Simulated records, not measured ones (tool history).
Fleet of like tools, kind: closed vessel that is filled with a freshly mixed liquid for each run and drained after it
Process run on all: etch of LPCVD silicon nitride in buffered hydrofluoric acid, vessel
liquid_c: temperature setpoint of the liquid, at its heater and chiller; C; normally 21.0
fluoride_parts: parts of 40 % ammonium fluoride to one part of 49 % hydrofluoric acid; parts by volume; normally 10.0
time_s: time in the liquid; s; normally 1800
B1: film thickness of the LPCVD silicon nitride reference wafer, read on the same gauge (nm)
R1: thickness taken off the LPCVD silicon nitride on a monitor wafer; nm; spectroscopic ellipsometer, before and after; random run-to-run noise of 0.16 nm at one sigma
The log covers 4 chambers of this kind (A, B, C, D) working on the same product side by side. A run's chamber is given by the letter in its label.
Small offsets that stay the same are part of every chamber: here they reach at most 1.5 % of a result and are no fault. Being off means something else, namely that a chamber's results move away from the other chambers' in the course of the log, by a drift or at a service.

{"run": "1B", "day": 0.175, "liquid_c": 21.0, "fluoride_parts": 10.0, "time_s": 1800, "B1": 149.98, "R1": 22.769}
{"run": "2C", "day": 0.442, "liquid_c": 21.0, "fluoride_parts": 10.0, "time_s": 1800, "B1": 150.0, "R1": 22.466}
{"run": "3A", "day": 0.75, "liquid_c": 21.0, "fluoride_parts": 10.0, "time_s": 1800, "B1": 149.99, "R1": 23.258}
{"run": "4D", "day": 0.967, "liquid_c": 21.0, "fluoride_parts": 10.0, "time_s": 1800, "B1": 149.98, "R1": 22.287}
{"run": "5A", "day": 1.233, "liquid_c": 21.0, "fluoride_parts": 10.0, "time_s": 1800, "B1": 150.01, "R1": 23.103}
{"run": "6C", "day": 1.45, "liquid_c": 21.0, "fluoride_parts": 10.0, "time_s": 1800, "B1": 150.01, "R1": 22.18}
{"run": "7D", "day": 1.75, "liquid_c": 21.0, "fluoride_parts": 10.0, "time_s": 1800, "B1": 150.0, "R1": 22.07}
{"run": "8B", "day": 1.996, "liquid_c": 21.0, "fluoride_parts": 10.0, "time_s": 1800, "B1": 150.03, "R1": 22.549}
{"day": 2.038, "done": "chamber D: hydrofluoric acid flow meter replaced"}
{"run": "9C", "day": 2.167, "liquid_c": 21.0, "fluoride_parts": 10.0, "time_s": 1800, "B1": 149.98, "R1": 22.303}
{"run": "10A", "day": 2.408, "liquid_c": 21.0, "fluoride_parts": 10.0, "time_s": 1800, "B1": 149.97, "R1": 22.998}
{"run": "11B", "day": 2.671, "liquid_c": 21.0, "fluoride_parts": 10.0, "time_s": 1800, "B1": 149.99, "R1": 22.265}
{"run": "12D", "day": 2.862, "liquid_c": 21.0, "fluoride_parts": 10.0, "time_s": 1800, "B1": 150.02, "R1": 22.336}
{"run": "13D", "day": 3.042, "liquid_c": 21.0, "fluoride_parts": 10.0, "time_s": 1800, "B1": 150.0, "R1": 22.06}
{"run": "14B", "day": 3.221, "liquid_c": 21.0, "fluoride_parts": 10.0, "time_s": 1800, "B1": 150.01, "R1": 22.571}
{"run": "15A", "day": 3.475, "liquid_c": 21.0, "fluoride_parts": 10.0, "time_s": 1800, "B1": 150.04, "R1": 22.945}
{"run": "16C", "day": 3.712, "liquid_c": 17.5, "fluoride_parts": 10.0, "time_s": 1115, "B1": 150.0, "R1": 11.45}
{"run": "17A", "day": 3.979, "liquid_c": 17.5, "fluoride_parts": 10.0, "time_s": 1115, "B1": 149.99, "R1": 11.638}
{"run": "18C", "day": 4.133, "liquid_c": 17.5, "fluoride_parts": 10.0, "time_s": 1115, "B1": 149.99, "R1": 11.557}
{"run": "19B", "day": 4.35, "liquid_c": 17.5, "fluoride_parts": 10.0, "time_s": 1115, "B1": 150.0, "R1": 11.272}
{"run": "20D", "day": 4.629, "liquid_c": 21.0, "fluoride_parts": 10.0, "time_s": 1800, "B1": 149.97, "R1": 22.326}
{"run": "21A", "day": 4.854, "liquid_c": 21.0, "fluoride_parts": 10.0, "time_s": 1800, "B1": 149.99, "R1": 23.032}
{"run": "22D", "day": 5.004, "liquid_c": 21.0, "fluoride_parts": 10.0, "time_s": 1800, "B1": 149.97, "R1": 22.392}
{"run": "23C", "day": 5.275, "liquid_c": 21.0, "fluoride_parts": 10.0, "time_s": 1800, "B1": 150.03, "R1": 22.412}
{"run": "24B", "day": 5.429, "liquid_c": 23.5, "fluoride_parts": 6.5, "time_s": 1800, "B1": 150.01, "R1": 37.504}
{"run": "25B", "day": 5.654, "liquid_c": 23.5, "fluoride_parts": 6.5, "time_s": 1800, "B1": 150.01, "R1": 37.744}
{"run": "26C", "day": 5.892, "liquid_c": 23.5, "fluoride_parts": 6.5, "time_s": 1800, "B1": 150.0, "R1": 37.923}
{"run": "27D", "day": 6.183, "liquid_c": 23.5, "fluoride_parts": 6.5, "time_s": 1800, "B1": 150.0, "R1": 38.569}
{"run": "28A", "day": 6.488, "liquid_c": 21.0, "fluoride_parts": 10.0, "time_s": 1800, "B1": 149.98, "R1": 23.221}
{"run": "29D", "day": 6.708, "liquid_c": 21.0, "fluoride_parts": 10.0, "time_s": 1800, "B1": 149.97, "R1": 22.261}
{"run": "30B", "day": 6.9, "liquid_c": 21.0, "fluoride_parts": 10.0, "time_s": 1800, "B1": 150.02, "R1": 21.428}
{"run": "31C", "day": 7.208, "liquid_c": 21.0, "fluoride_parts": 10.0, "time_s": 1800, "B1": 150.0, "R1": 22.494}
{"run": "32A", "day": 7.442, "liquid_c": 21.0, "fluoride_parts": 10.0, "time_s": 1800, "B1": 150.01, "R1": 22.984}
{"run": "33B", "day": 7.688, "liquid_c": 21.0, "fluoride_parts": 10.0, "time_s": 1800, "B1": 149.98, "R1": 21.528}
{"run": "34A", "day": 7.938, "liquid_c": 21.0, "fluoride_parts": 10.0, "time_s": 1800, "B1": 150.03, "R1": 22.925}
{"run": "35D", "day": 8.179, "liquid_c": 21.0, "fluoride_parts": 10.0, "time_s": 1800, "B1": 150.02, "R1": 22.329}
{"run": "36C", "day": 8.462, "liquid_c": 21.0, "fluoride_parts": 10.0, "time_s": 1800, "B1": 150.04, "R1": 22.539}
{"run": "37A", "day": 8.671, "liquid_c": 21.0, "fluoride_parts": 10.0, "time_s": 1800, "B1": 150.02, "R1": 22.699}
{"run": "38B", "day": 8.812, "liquid_c": 21.0, "fluoride_parts": 10.0, "time_s": 1800, "B1": 150.04, "R1": 21.243}
{"run": "39C", "day": 9.067, "liquid_c": 21.0, "fluoride_parts": 10.0, "time_s": 1800, "B1": 149.97, "R1": 22.169}
{"run": "40D", "day": 9.221, "liquid_c": 21.0, "fluoride_parts": 10.0, "time_s": 1800, "B1": 150.01, "R1": 22.331}
{"run": "41C", "day": 9.358, "liquid_c": 21.0, "fluoride_parts": 10.0, "time_s": 1800, "B1": 150.03, "R1": 22.626}
{"run": "42A", "day": 9.646, "liquid_c": 21.0, "fluoride_parts": 10.0, "time_s": 1800, "B1": 149.99, "R1": 22.846}
{"run": "43B", "day": 9.875, "liquid_c": 21.0, "fluoride_parts": 10.0, "time_s": 1800, "B1": 149.96, "R1": 20.929}
{"run": "44D", "day": 10.092, "liquid_c": 21.0, "fluoride_parts": 10.0, "time_s": 1800, "B1": 150.0, "R1": 22.133}

Is one chamber off against the others, does the gauge drift, or is nothing wrong? If a chamber is off, say which, and what the likeliest cause is.

One chamber, B, drifts off from the rest bit by bit.
What lies behind it: liquid colder than its thermometer reads (K) = 1.7.
The log may not separate it from: hydrofluoric acid flow below the setpoint (%).

Which of the 4 candidates below, each the usual settings with something changed and its results left as question marks, puts chamber B back in line with what the other chambers give on the usual settings?
Counts as in line when no further than this from what the other chambers average on the usual settings: R1 0.560 nm
{"run": "45B-1", "day": 10.312, "liquid_c": 21.0, "fluoride_parts": 10.5, "time_s": 1650, "R1": "?"}
{"run": "45B-2", "day": 10.312, "liquid_c": 21.0, "fluoride_parts": 8.5, "time_s": 1800, "R1": "?"}
{"run": "45B-3", "day": 10.312, "liquid_c": 21.0, "fluoride_parts": 11.0, "time_s": 1800, "R1": "?"}
{"run": "45B-4", "day": 10.312, "liquid_c": 22.5, "fluoride_parts": 10.0, "time_s": 1800, "R1": "?"}

Other chambers, usual settings, mean: R1 22.555 nm
run=45B-1 R1=18.073
run=45B-2 R1=23.597
run=45B-3 R1=18.831
run=45B-4 R1=22.478
45B-4 puts the chamber back in line with the other chambers.
